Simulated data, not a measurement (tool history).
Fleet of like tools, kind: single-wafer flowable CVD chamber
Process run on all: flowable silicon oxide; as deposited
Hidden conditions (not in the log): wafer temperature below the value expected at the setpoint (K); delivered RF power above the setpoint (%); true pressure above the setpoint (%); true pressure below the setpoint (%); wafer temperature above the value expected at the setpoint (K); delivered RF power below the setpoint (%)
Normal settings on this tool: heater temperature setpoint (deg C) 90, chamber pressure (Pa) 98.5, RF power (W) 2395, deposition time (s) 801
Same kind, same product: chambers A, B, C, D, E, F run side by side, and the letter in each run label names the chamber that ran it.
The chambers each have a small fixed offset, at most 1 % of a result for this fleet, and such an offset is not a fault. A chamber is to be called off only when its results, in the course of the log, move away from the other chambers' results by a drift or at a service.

| run | hour | heater temperature setpoint (deg C) | chamber pressure (Pa) | RF power (W) | deposition time (s) | hours since the last thermocouple change | hours since the last RF generator calibration | hours since the last manometer calibration | read-back reference wafer on the same gauge, thickness_nm | mean film thickness on the monitor wafer (angstrom) |
|---|---|---|---|---|---|---|---|---|---|---|
| 1F | 15 | 90 | 98.5 | 2395 | 801 | 642.4 | 917.4 | 2182.4 | 660.65 | 6290.4 |
| 2B | 23.9 | 90 | 98.5 | 2395 | 801 | 1155.6 | 1874.5 | 979.8 | 660.76 | 6387.6 |
|  | 29.9 | chamber C: capacitance manometer re-zeroed and calibrated |
| 3E | 37.3 | 90 | 98.5 | 2395 | 801 | 735.8 | 537.2 | 205.4 | 661.01 | 6360.4 |
| 4A | 47 | 90 | 98.5 | 2395 | 801 | 1405.5 | 186.5 | 1219.2 | 661.07 | 6273.5 |
| 5C | 57.9 | 81 | 98.5 | 2395 | 801 | 528.1 | 848.2 | 28.1 | 660.81 | 8197.8 |
| 6D | 72.1 | 81 | 98.5 | 2395 | 801 | 464 | 1190 | 106.1 | 660.93 | 8246 |
| 7C | 84.5 | 81 | 98.5 | 2395 | 801 | 554.7 | 874.8 | 54.7 | 660.56 | 8235.4 |
| 8E | 100.4 | 81 | 98.5 | 2395 | 801 | 798.9 | 600.3 | 268.5 | 660.92 | 8280.9 |
| 9A | 110 | 81 | 98.5 | 2395 | 801 | 1468.5 | 249.5 | 1282.2 | 660.74 | 8205.9 |
| 10B | 120.8 | 81 | 98.5 | 2395 | 801 | 1252.5 | 1971.4 | 1076.7 | 661.44 | 8339.1 |
| 11D | 134.1 | 90 | 98.5 | 2395 | 801 | 526 | 1252 | 168.1 | 661.1 | 6302.2 |
| 12F | 141.3 | 80 | 75.9 | 2395 | 801 | 768.7 | 1043.7 | 2308.7 | 660.47 | 5889.8 |
| 13A | 154 | 80 | 75.9 | 2395 | 801 | 1512.5 | 293.5 | 1326.2 | 661.18 | 5871.7 |
|  | 154.3 | chamber A: thermocouple changed; heater temperature recalibrated |
|  | 164.3 | chamber B: RF generator calibrated |
| 14E | 169.3 | 80 | 75.9 | 2395 | 801 | 867.8 | 669.2 | 337.4 | 660.98 | 5890.3 |
| 15B | 184.1 | 80 | 75.9 | 2395 | 801 | 1315.8 | 19.9 | 1140 | 660.87 | 5935.4 |
| 16F | 199.1 | 80 | 75.9 | 2395 | 801 | 826.5 | 1101.5 | 2366.5 | 660.88 | 5891.2 |
| 17C | 214 | 80 | 75.9 | 2395 | 801 | 684.2 | 1004.3 | 184.2 | 660.63 | 5913.6 |
| 18D | 224.5 | 90 | 98.5 | 2395 | 801 | 616.4 | 1342.4 | 258.5 | 660.97 | 6286.3 |
| 19E | 239 | 90 | 98.5 | 2395 | 801 | 937.5 | 738.9 | 407.1 | 660.69 | 6336.5 |
| 20A | 249.2 | 90 | 98.5 | 2395 | 801 | 95 | 388.7 | 1421.4 | 661.39 | 6309.4 |
| 21B | 263.2 | 90 | 98.5 | 2395 | 801 | 1394.9 | 99 | 1219.1 | 660.77 | 6318.5 |
|  | 268.3 | chamber D: RF generator calibrated |
| 22F | 275.9 | 90 | 98.5 | 2395 | 801 | 903.3 | 1178.3 | 2443.3 | 661.14 | 6282.3 |
| 23C | 284.6 | 90 | 98.5 | 2395 | 801 | 754.8 | 1074.9 | 254.8 | 661.51 | 6276.6 |
| 24D | 294.9 | 90 | 98.5 | 2395 | 801 | 686.8 | 26.6 | 328.9 | 660.76 | 6325.9 |
| 25A | 308.1 | 90 | 98.5 | 2395 | 801 | 153.9 | 447.6 | 1480.3 | 660.89 | 6283.7 |
| 26B | 315.2 | 90 | 98.5 | 2395 | 801 | 1446.9 | 151 | 1271.1 | 660.9 | 6278.2 |
| 27C | 328 | 90 | 98.5 | 2395 | 801 | 798.2 | 1118.3 | 298.2 | 661.25 | 6263.2 |
| 28E | 341.3 | 90 | 98.5 | 2395 | 801 | 1039.8 | 841.2 | 509.4 | 660.91 | 6360.9 |
| 29F | 350.8 | 90 | 98.5 | 2395 | 801 | 978.2 | 1253.2 | 2518.2 | 660.88 | 6264.1 |
| 30D | 358.9 | 90 | 98.5 | 2395 | 801 | 750.8 | 90.6 | 392.9 | 661.1 | 6282.6 |
| 31D | 373.7 | 90 | 98.5 | 2395 | 801 | 765.6 | 105.4 | 407.7 | 660.87 | 6305.8 |
| 32A | 387.3 | 90 | 77.2 | 2395 | 914 | 233.1 | 526.8 | 1559.5 | 660.44 | 5105.2 |
|  | 387.8 | chamber C: RF generator calibrated |
| 33E | 395 | 90 | 77.2 | 2395 | 914 | 1093.5 | 894.9 | 563.1 | 661.32 | 5121.9 |
| 34C | 403.1 | 90 | 77.2 | 2395 | 914 | 873.3 | 15.3 | 373.3 | 661.09 | 5095.2 |
|  | 416.7 | chamber B: thermocouple changed; heater temperature recalibrated |
| 35F | 418.1 | 90 | 77.2 | 2395 | 914 | 1045.5 | 1320.5 | 2585.5 | 661.47 | 5120.4 |
|  | 423.7 | chamber F: capacitance manometer re-zeroed and calibrated |
| 36B | 433.1 | 90 | 77.2 | 2395 | 914 | 16.5 | 268.9 | 1389 | 661.21 | 5046.1 |
| 37A | 444.9 | 90 | 77.2 | 2395 | 914 | 290.7 | 584.4 | 1617.1 | 661.12 | 5136.1 |
| 38D | 456.6 | 90 | 98.5 | 2395 | 801 | 848.5 | 188.3 | 490.6 | 660.67 | 6304 |
| 39E | 464.3 | 90 | 98.5 | 2395 | 801 | 1162.8 | 964.2 | 632.4 | 660.67 | 6355.1 |
| 40B | 474.1 | 90 | 98.5 | 2395 | 801 | 57.5 | 309.9 | 1430 | 661.2 | 6204.3 |
| 41F | 485.9 | 90 | 98.5 | 2395 | 801 | 1113.3 | 1388.3 | 62.3 | 660.82 | 6284.4 |

Next, all 6 chambers run the settings below, one line each with question marks for the results. What does each chamber give?
| 42A | 497.5 | 90 | 116.7 | 2395 | 801 |  |  |  |  | ? |
| 42B | 497.5 | 90 | 116.7 | 2395 | 801 |  |  |  |  | ? |
| 42C | 497.5 | 90 | 116.7 | 2395 | 801 |  |  |  |  | ? |
| 42D | 497.5 | 90 | 116.7 | 2395 | 801 |  |  |  |  | ? |
| 42E | 497.5 | 90 | 116.7 | 2395 | 801 |  |  |  |  | ? |
| 42F | 497.5 | 90 | 116.7 | 2395 | 801 |  |  |  |  | ? |

| run | mean film thickness on the monitor wafer (angstrom) |
|---|---|
| 42A | 7834.2 |
| 42B | 7719.3 |
| 42C | 7812.1 |
| 42D | 7874.2 |
| 42E | 7937 |
| 42F | 7875.6 |

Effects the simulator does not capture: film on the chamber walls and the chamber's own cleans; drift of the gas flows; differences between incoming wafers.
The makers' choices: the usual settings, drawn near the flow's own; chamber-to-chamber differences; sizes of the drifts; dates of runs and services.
